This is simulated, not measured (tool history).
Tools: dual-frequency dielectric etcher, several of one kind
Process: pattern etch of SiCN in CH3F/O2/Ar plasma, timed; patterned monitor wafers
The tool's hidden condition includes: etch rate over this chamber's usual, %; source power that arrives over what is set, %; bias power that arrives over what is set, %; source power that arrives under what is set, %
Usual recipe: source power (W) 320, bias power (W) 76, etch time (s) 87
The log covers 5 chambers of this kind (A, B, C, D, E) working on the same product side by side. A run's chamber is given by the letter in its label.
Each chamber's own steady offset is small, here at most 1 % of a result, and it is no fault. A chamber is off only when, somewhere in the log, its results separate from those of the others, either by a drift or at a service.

run,hour,source power (W),bias power (W),etch time (s),hours since the last wet clean,hours since the last source power generator calibration,hours since the last bias power generator calibration,"read-back reference wafer on the same gauge, depth_nm",mean etch depth across the wafer (Å)
1B,4.9,320,76,87,56.3,413,1172.4,26.005,307.32
2E,9.1,320,76,87,319.4,416.5,1731.3,25.983,307.28
3A,14.5,320,76,87,198,2611.6,1999.1,25.988,308.52
# hour 18.6: chamber E: wet clean of the chamber
4D,21.1,320,76,87,384.8,1267.8,2710.6,25.97,307.06
5C,25.2,320,76,87,390.9,1371.4,1012.8,25.968,306.95
6E,33.3,320,76,87,14.8,440.7,1755.5,25.965,306.46
7C,39,320,76,87,404.7,1385.2,1026.6,25.968,306.18
8A,46.8,320,76,87,230.3,2643.9,2031.4,25.958,307.24
9B,53.7,320,76,87,105.1,461.8,1221.2,25.948,306.87
10D,61.4,320,76,87,425.1,1308.1,2750.9,25.945,306.9
11C,69.2,350,76,97,434.9,1415.4,1056.8,25.946,352.18
12B,75.2,350,76,97,126.6,483.3,1242.7,25.929,354.56
13E,81.7,350,76,97,63.2,489.1,1803.9,25.927,351.35
14A,89.2,350,76,97,272.7,2686.3,2073.8,25.935,354.17
15D,94.5,350,76,97,458.2,1341.2,2784,25.915,352.1
16B,99.8,320,76,87,151.2,507.9,1267.3,25.906,305.66
# hour 102.8: chamber D: wet clean of the chamber
17E,104,320,76,87,85.5,511.4,1826.2,25.911,306.02
18D,111.6,320,76,87,8.8,1358.3,2801.1,25.906,306.14
19A,117.6,320,76,87,301.1,2714.7,2102.2,25.897,307.15
20C,121.9,320,76,87,487.6,1468.1,1109.5,25.889,305.6
# hour 122: chamber C: wet clean of the chamber
21C,126.1,320,76,110.5,4.2,1472.3,1113.7,25.895,389.13
22E,133,320,76,110.5,114.5,540.4,1855.2,25.883,388.61
23B,137.5,320,76,110.5,188.9,545.6,1305,25.871,388.1
24D,145.8,320,76,110.5,43,1392.5,2835.3,25.876,387.58
25A,151.8,320,76,110.5,335.3,2748.9,2136.4,25.856,389.64
26B,158.5,320,76,87,209.9,566.6,1326,25.868,304.91
27A,165.7,320,76,87,349.2,2762.8,2150.3,25.849,306.75
28D,171,320,76,87,68.2,1417.7,2860.5,25.842,305.06
# hour 172.4: chamber E: bias power generator calibrated
29E,179,320,92,87,160.5,586.4,6.6,25.837,327.35
30C,185.2,320,92,87,63.3,1531.4,1172.8,25.843,326.52
31D,191.1,320,92,87,88.3,1437.8,2880.6,25.838,327.09
32B,198.9,320,92,87,250.3,607,1366.4,25.835,328.81

Next, all 5 chambers run the settings below, one line each with question marks for the results. What does each chamber give?
33A,204.9,380,76,87,,,,,?
33B,204.9,380,76,87,,,,,?
33C,204.9,380,76,87,,,,,?
33D,204.9,380,76,87,,,,,?
33E,204.9,380,76,87,,,,,?

run,mean etch depth across the wafer (Å)
33A,325.98
33B,325.3
33C,324.32
33D,325.83
33E,324.68
